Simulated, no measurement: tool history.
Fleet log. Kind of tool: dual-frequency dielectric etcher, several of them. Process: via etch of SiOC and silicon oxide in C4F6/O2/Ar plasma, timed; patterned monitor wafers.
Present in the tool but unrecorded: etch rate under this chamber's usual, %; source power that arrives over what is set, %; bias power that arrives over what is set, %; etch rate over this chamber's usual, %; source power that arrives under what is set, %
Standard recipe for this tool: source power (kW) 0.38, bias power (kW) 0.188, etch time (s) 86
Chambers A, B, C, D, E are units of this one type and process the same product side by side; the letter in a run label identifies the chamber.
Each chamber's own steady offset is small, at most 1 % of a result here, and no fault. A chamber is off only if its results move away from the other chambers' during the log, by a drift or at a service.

run,hour,source power (kW),bias power (kW),etch time (s),hours since the last wet clean,hours since the last source power generator calibration,hours since the last bias power generator calibration,"read-back reference wafer on the same gauge, depth_nm",mean etch depth across the wafer (angstrom)
1B,4.1,0.38,0.188,86,105.2,1982.9,156.1,115.01,971.15
2C,6.1,0.38,0.188,86,147.6,3515.6,1695,114.96,969.36
3E,8.1,0.38,0.188,86,250,3355.5,2181.3,115.08,969.15
4A,11.4,0.38,0.188,86,142.9,714,3063.5,115.08,976.22
5D,14.3,0.38,0.188,86,103.3,1822.6,2400.2,115.03,974.03
6B,17.4,0.38,0.188,86,118.5,1996.2,169.4,114.99,981.5
7E,21.3,0.38,0.188,86,263.2,3368.7,2194.5,115.05,968.13
8C,24.8,0.38,0.188,86,166.3,3534.3,1713.7,114.98,967.59
9A,26.9,0.38,0.188,86,158.4,729.5,3079,114.98,976.42
10D,29.4,0.38,0.188,86,118.4,1837.7,2415.3,114.98,977.95
11E,32.9,0.38,0.188,86,274.8,3380.3,2206.1,114.88,968.04
12C,37,0.38,0.188,86,178.5,3546.5,1725.9,114.99,975.73
13A,40.3,0.38,0.188,86,171.8,742.9,3092.4,115.05,971.57
14D,43.8,0.38,0.16,72,132.8,1852.1,2429.7,115.05,775.24
15B,47.2,0.38,0.16,72,148.3,2026,199.2,115.01,779.05
16C,49.3,0.38,0.16,72,190.8,3558.8,1738.2,114.91,774.52
17D,51.2,0.38,0.16,72,140.2,1859.5,2437.1,115.14,776.37
18A,54,0.38,0.16,72,185.5,756.6,3106.1,115.02,769.33
19B,58.1,0.38,0.188,86,159.2,2036.9,210.1,114.95,978.51
20E,61,0.38,0.188,86,302.9,3408.4,2234.2,115.08,972.66
21A,63.6,0.38,0.188,86,195.1,766.2,3115.7,115.02,976.46
22B,66.2,0.38,0.188,86,167.3,2045,218.2,114.95,975.21
23D,69.4,0.38,0.188,86,158.4,1877.7,2455.3,115.07,971.67
24E,73.7,0.38,0.188,86,315.6,3421.1,2246.9,114.92,970.3
25C,75.7,0.38,0.188,86,217.2,3585.2,1764.6,114.98,971.18
26A,79.2,0.38,0.188,86,210.7,781.8,3131.3,114.98,972.84
27C,82.9,0.3,0.188,101.5,224.4,3592.4,1771.8,115.02,1054.2
28D,86.9,0.3,0.188,101.5,175.9,1895.2,2472.8,115.04,1046.6
# hour 87.1: chamber C: bias power generator calibrated
29B,89.3,0.3,0.188,101.5,190.4,2068.1,241.3,114.94,1063.2
30E,92.3,0.3,0.188,101.5,334.2,3439.7,2265.5,115,1050.1
31E,95.8,0.3,0.188,101.5,337.7,3443.2,2269,115.03,1043.5
32D,99.2,0.38,0.188,86,188.2,1907.5,2485.1,114.97,974.8
33C,102.9,0.38,0.188,86,244.4,3612.4,15.9,114.87,970.12
34A,106.7,0.47,0.188,86,238.2,809.3,3158.8,114.93,1052.3
35B,109.8,0.47,0.188,86,210.9,2088.6,261.8,114.99,1083.3
36C,112.4,0.47,0.188,86,253.9,3621.9,25.4,115.06,1053.9
37E,115.5,0.47,0.188,86,357.4,3462.9,2288.7,114.93,1051.6
38A,119.2,0.47,0.188,86,250.7,821.8,3171.3,115.02,1055.8
39D,121.7,0.38,0.188,86,210.7,1930,2507.6,114.93,975.74
40B,125.6,0.38,0.188,86,226.7,2104.4,277.6,114.93,996.15
41A,128.9,0.38,0.188,86,260.4,831.5,3181,115,973.51
42E,131,0.38,0.188,86,372.9,3478.4,2304.2,114.91,969.84
43B,133.7,0.38,0.188,86,234.8,2112.5,285.7,115.09,1001.5

Next, all 5 chambers run the settings below, one line each with question marks for the results. What does each chamber give?
44A,136.9,0.38,0.155,86,,,,,?
44B,136.9,0.38,0.155,86,,,,,?
44C,136.9,0.38,0.155,86,,,,,?
44D,136.9,0.38,0.155,86,,,,,?
44E,136.9,0.38,0.155,86,,,,,?

run,mean etch depth across the wafer (angstrom)
44A,914.08
44B,937.79
44C,913.33
44D,913.86
44E,910.91
